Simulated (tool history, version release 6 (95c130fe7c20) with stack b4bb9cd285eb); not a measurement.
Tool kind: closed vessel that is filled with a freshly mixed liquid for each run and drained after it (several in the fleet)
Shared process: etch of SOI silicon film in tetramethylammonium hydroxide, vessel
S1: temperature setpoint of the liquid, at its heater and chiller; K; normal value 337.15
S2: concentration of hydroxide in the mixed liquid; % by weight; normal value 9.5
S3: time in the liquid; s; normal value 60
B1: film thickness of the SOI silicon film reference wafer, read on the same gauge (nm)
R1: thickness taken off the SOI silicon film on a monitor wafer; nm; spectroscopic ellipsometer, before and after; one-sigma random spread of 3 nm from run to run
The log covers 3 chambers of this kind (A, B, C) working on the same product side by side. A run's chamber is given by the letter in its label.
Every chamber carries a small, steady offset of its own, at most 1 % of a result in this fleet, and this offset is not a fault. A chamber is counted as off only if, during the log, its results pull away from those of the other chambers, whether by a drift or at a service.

run 1C hour=8 | S1=337.15 S2=9.5 S3=60 | B1=140.01 | R1=320.17
run 2A hour=17 | S1=337.15 S2=9.5 S3=60 | B1=139.98 | R1=319.7
run 3B hour=27 | S1=337.15 S2=9.5 S3=60 | B1=140.03 | R1=313.65
run 4A hour=37.2 | S1=337.15 S2=9.5 S3=60 | B1=140 | R1=317
run 5B hour=41.7 | S1=330.65 S2=11.5 S3=60 | B1=140.01 | R1=200.44
run 6C hour=47.1 | S1=330.65 S2=11.5 S3=60 | B1=140.02 | R1=199.46
run 7B hour=52.3 | S1=330.65 S2=11.5 S3=60 | B1=140.03 | R1=198.98
run 8A hour=57.1 | S1=337.15 S2=9.5 S3=60 | B1=140.03 | R1=325.47
run 9C hour=65 | S1=337.15 S2=9.5 S3=60 | B1=140.01 | R1=317.2
-- hour=68.2 chamber A: thermometer replaced
run 10C hour=71 | S1=337.15 S2=9.5 S3=60 | B1=140.01 | R1=326.73
run 11B hour=79.7 | S1=337.15 S2=9.5 S3=80 | B1=139.99 | R1=428.48
run 12A hour=88.4 | S1=337.15 S2=9.5 S3=80 | B1=140.02 | R1=426.69
run 13B hour=94.8 | S1=337.15 S2=9.5 S3=80 | B1=140 | R1=434.64
run 14A hour=101.1 | S1=337.15 S2=9.5 S3=60 | B1=140 | R1=323.52
run 15C hour=108.5 | S1=337.15 S2=9.5 S3=60 | B1=140.05 | R1=318.32
run 16C hour=114 | S1=337.15 S2=9.5 S3=60 | B1=140.02 | R1=331.18
run 17A hour=120.9 | S1=337.15 S2=9.5 S3=60 | B1=139.96 | R1=322.85
run 18B hour=127.1 | S1=337.15 S2=9.5 S3=60 | B1=139.96 | R1=328.22
run 19B hour=133.4 | S1=337.15 S2=9.5 S3=60 | B1=140.04 | R1=331.82
run 20A hour=141.2 | S1=337.15 S2=9.5 S3=60 | B1=140.02 | R1=317.4
run 21C hour=146.6 | S1=337.15 S2=9.5 S3=60 | B1=140.01 | R1=319.96
run 22C hour=155.4 | S1=337.15 S2=9.5 S3=60 | B1=140.01 | R1=322.54
run 23B hour=162.8 | S1=337.15 S2=9.5 S3=60 | B1=139.97 | R1=329.83
run 24A hour=171.7 | S1=337.15 S2=9.5 S3=60 | B1=140.02 | R1=315.31
run 25A hour=180.6 | S1=337.15 S2=9.5 S3=60 | B1=140.02 | R1=321.33
run 26B hour=188.4 | S1=337.15 S2=9.5 S3=60 | B1=139.97 | R1=340.5

Decide between three cases: one chamber stands off from its peers, the gauge reading all wafers drifts, or nothing is wrong past each chamber's small offset. Where a chamber is off, say which and what most likely put it there.

Little by little, chamber B moves away from the other chambers.
Most likely cause: liquid hotter than its thermometer reads (K) = 1.08.

Chamber B could run next with any of the 4 candidate recipes listed below; each alters the usual settings, and their results appear as question marks. Which one brings its results back in line with what the other chambers deliver on the usual settings?
Counts as in line when no further than this from what the other chambers average on the usual settings: R1 11 nm
run 27B-1 hour=195.9 | S1=336.65 S2=9.5 S3=55 | R1=?
run 27B-2 hour=195.9 | S1=337.65 S2=9.5 S3=65 | R1=?
run 27B-3 hour=195.9 | S1=337.15 S2=11 S3=60 | R1=?
run 27B-4 hour=195.9 | S1=338.15 S2=9.5 S3=60 | R1=?

On the usual settings, the other chambers give on average: R1 321.91 nm
run=27B-1 R1=304.33
run=27B-2 R1=381.84
run=27B-3 R1=324.27
run=27B-4 R1=363.01
With 27B-3, the chamber falls back in line with the rest.
